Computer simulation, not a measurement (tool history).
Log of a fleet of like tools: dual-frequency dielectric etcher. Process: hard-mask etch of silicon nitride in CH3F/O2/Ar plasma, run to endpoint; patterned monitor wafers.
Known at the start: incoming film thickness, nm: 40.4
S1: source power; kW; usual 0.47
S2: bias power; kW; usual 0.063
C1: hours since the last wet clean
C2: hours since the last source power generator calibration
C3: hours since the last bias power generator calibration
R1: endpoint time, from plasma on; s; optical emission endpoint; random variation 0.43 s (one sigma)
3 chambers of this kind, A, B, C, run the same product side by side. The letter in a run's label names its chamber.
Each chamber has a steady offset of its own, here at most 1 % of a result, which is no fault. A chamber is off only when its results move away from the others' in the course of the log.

run,hour,S1,S2,C1,C2,C3,R1
1A,6.4,0.47,0.063,259.8,2411,1733.5,57.339
2C,12.9,0.47,0.063,158.3,3136.7,561.8,57.414
3B,19.6,0.47,0.063,371.9,2578.7,1042.7,56.383
4C,25.7,0.47,0.063,171.1,3149.5,574.6,57.368
5B,32.9,0.47,0.063,385.2,2592,1056,56.51
6A,37.2,0.47,0.063,290.6,2441.8,1764.3,57.237
7A,44.5,0.47,0.063,297.9,2449.1,1771.6,56.971
8C,51.4,0.47,0.063,196.8,3175.2,600.3,57.909
9B,58.4,0.47,0.063,410.7,2617.5,1081.5,56.805
10C,64.1,0.47,0.063,209.5,3187.9,613,57.374
11B,72.4,0.47,0.063,424.7,2631.5,1095.5,56.876
12A,79,0.47,0.063,332.4,2483.6,1806.1,57.156
13C,82.6,0.47,0.063,228,3206.4,631.5,57.421
14B,87.5,0.47,0.063,439.8,2646.6,1110.6,57.327
15A,92,0.47,0.063,345.4,2496.6,1819.1,57.394
16A,96.6,0.47,0.063,350,2501.2,1823.7,57.018
17B,104.3,0.47,0.063,456.6,2663.4,1127.4,56.919
# hour 108.8: chamber A: wet clean of the chamber
18C,109.4,0.47,0.063,254.8,3233.2,658.3,57.469
19C,115.3,0.47,0.063,260.7,3239.1,664.2,57.212
# hour 120.5: chamber B: wet clean of the chamber
20B,121.3,0.47,0.063,0.9,2680.4,1144.4,59.439
21A,125.1,0.47,0.063,16.4,2529.7,1852.2,57.149
22C,133,0.47,0.063,278.4,3256.8,681.9,57.315
23A,138.3,0.47,0.063,29.6,2542.9,1865.4,57.828
24B,143,0.55,0.048,22.6,2702.1,1166.1,60.853
25A,147.7,0.55,0.048,39,2552.3,1874.8,57.886
26B,154.5,0.55,0.048,34.1,2713.6,1177.6,61.02
27C,159.5,0.47,0.063,304.9,3283.3,708.4,56.969
28C,166.1,0.4,0.077,311.5,3289.9,715,56.308
29B,172.1,0.4,0.077,51.7,2731.2,1195.2,59.038
30A,177,0.4,0.077,68.3,2581.6,1904.1,57.584
31B,185,0.51,0.053,64.6,2744.1,1208.1,60.856
32C,190.8,0.51,0.053,336.2,3314.6,739.7,58.633
# hour 196.8: chamber C: wet clean of the chamber
33A,199,0.51,0.053,90.3,2603.6,1926.1,58.533
34B,204.5,0.47,0.063,84.1,2763.6,1227.6,59.721
35C,208.2,0.41,0.063,11.4,3332,757.1,60.215
36A,215.4,0.41,0.063,106.7,2620,1942.5,60.636
37A,220.8,0.41,0.063,112.1,2625.4,1947.9,60.488
38B,228.7,0.47,0.063,108.3,2787.8,1251.8,60.308

Next, every chamber runs the same settings. What will each give?
39A,234.6,0.47,0.063,,,,?
39B,234.6,0.47,0.063,,,,?
39C,234.6,0.47,0.063,,,,?

run,R1
39A,57.546
39B,59.117
39C,57.571
